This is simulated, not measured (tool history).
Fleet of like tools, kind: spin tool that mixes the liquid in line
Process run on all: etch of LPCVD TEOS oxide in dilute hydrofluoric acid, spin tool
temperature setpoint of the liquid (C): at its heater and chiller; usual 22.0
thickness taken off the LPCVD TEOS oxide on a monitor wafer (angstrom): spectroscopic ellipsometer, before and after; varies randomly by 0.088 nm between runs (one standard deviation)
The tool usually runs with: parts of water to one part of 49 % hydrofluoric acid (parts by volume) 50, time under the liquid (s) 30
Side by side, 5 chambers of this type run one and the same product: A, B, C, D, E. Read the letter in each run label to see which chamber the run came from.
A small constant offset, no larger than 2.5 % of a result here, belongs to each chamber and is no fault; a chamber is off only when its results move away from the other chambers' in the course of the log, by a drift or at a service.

run	hour	temperature setpoint of the liquid (C)	parts of water to one part of 49 % hydrofluoric acid (parts by volume)	time under the liquid (s)	read-back film thickness of the LPCVD TEOS oxide reference wafer, read on the same gauge (nm)	thickness taken off the LPCVD TEOS oxide on a monitor wafer (angstrom)
1A	5.8	22.0	50	30	130.03	98.543
2D	11.5	22.0	50	30	129.99	95.769
3C	15.2	22.0	50	30	129.98	98.554
4E	20.7	22.0	50	30	129.97	97.005
5B	26.6	22.0	50	30	129.98	99.855
6A	30.7	22.0	60	15	129.99	40.225
7E	36.0	22.0	60	15	129.99	40.499
8B	40.7	22.0	60	15	129.98	40.268
9D	45.0	22.0	60	15	130.03	39.484
10C	50.1	22.0	60	15	130.00	40.870
11E	53.1	22.0	50	45	129.99	148.950
12A	59.0	22.0	50	45	130.00	147.670
13C	61.6	22.0	50	45	129.99	147.570
14B	66.9	22.0	50	45	129.99	148.980
15D	70.7	22.0	50	45	129.99	145.570
16E	73.4	22.0	50	30	130.02	98.612
17D	76.5	22.0	50	30	130.00	97.782
18A	80.5	22.0	50	30	130.01	98.912
19B	85.0	22.0	50	30	130.00	99.941
20C	89.1	22.0	35	30	130.01	143.370
21E	94.7	22.0	35	30	129.99	141.880
22D	100.0	22.0	35	30	130.02	139.970
23A	103.7	22.0	35	30	130.00	143.790
24B	108.6	22.0	35	30	129.99	145.780
25C	112.2	18.5	50	15	129.99	42.392
26C	117.2	18.5	50	15	130.00	43.030
27D	121.5	18.5	50	15	130.00	42.479
28A	127.1	18.5	50	15	129.97	41.775
29B	129.8	18.5	50	15	130.00	42.174
30E	135.1	22.0	50	30	130.00	97.068
31E	140.5	22.0	50	30	130.01	98.158
32A	144.8	25.5	50	30	129.98	113.570
33D	148.3	25.5	50	30	130.01	110.450
34B	152.9	25.5	50	30	130.00	115.800
35C	157.2	25.5	50	30	130.01	115.670
36C	161.5	25.5	50	30	130.03	115.680
37E	167.3	22.0	50	30	130.00	96.146
38D	171.2	22.0	50	30	130.02	98.128
39B	174.0	22.0	50	30	129.99	99.409
40A	177.7	22.0	50	30	130.03	99.414
41D	181.0	22.0	50	30	130.01	96.935

All chambers now run identical settings, listed one chamber a line with results as question marks. What results will each chamber show?
42A	185.3	22.0	50	30		?
42B	185.3	22.0	50	30		?
42C	185.3	22.0	50	30		?
42D	185.3	22.0	50	30		?
42E	185.3	22.0	50	30		?

run	thickness taken off the LPCVD TEOS oxide on a monitor wafer (angstrom)
42A	98.382
42B	101.730
42C	99.327
42D	95.945
42E	98.116
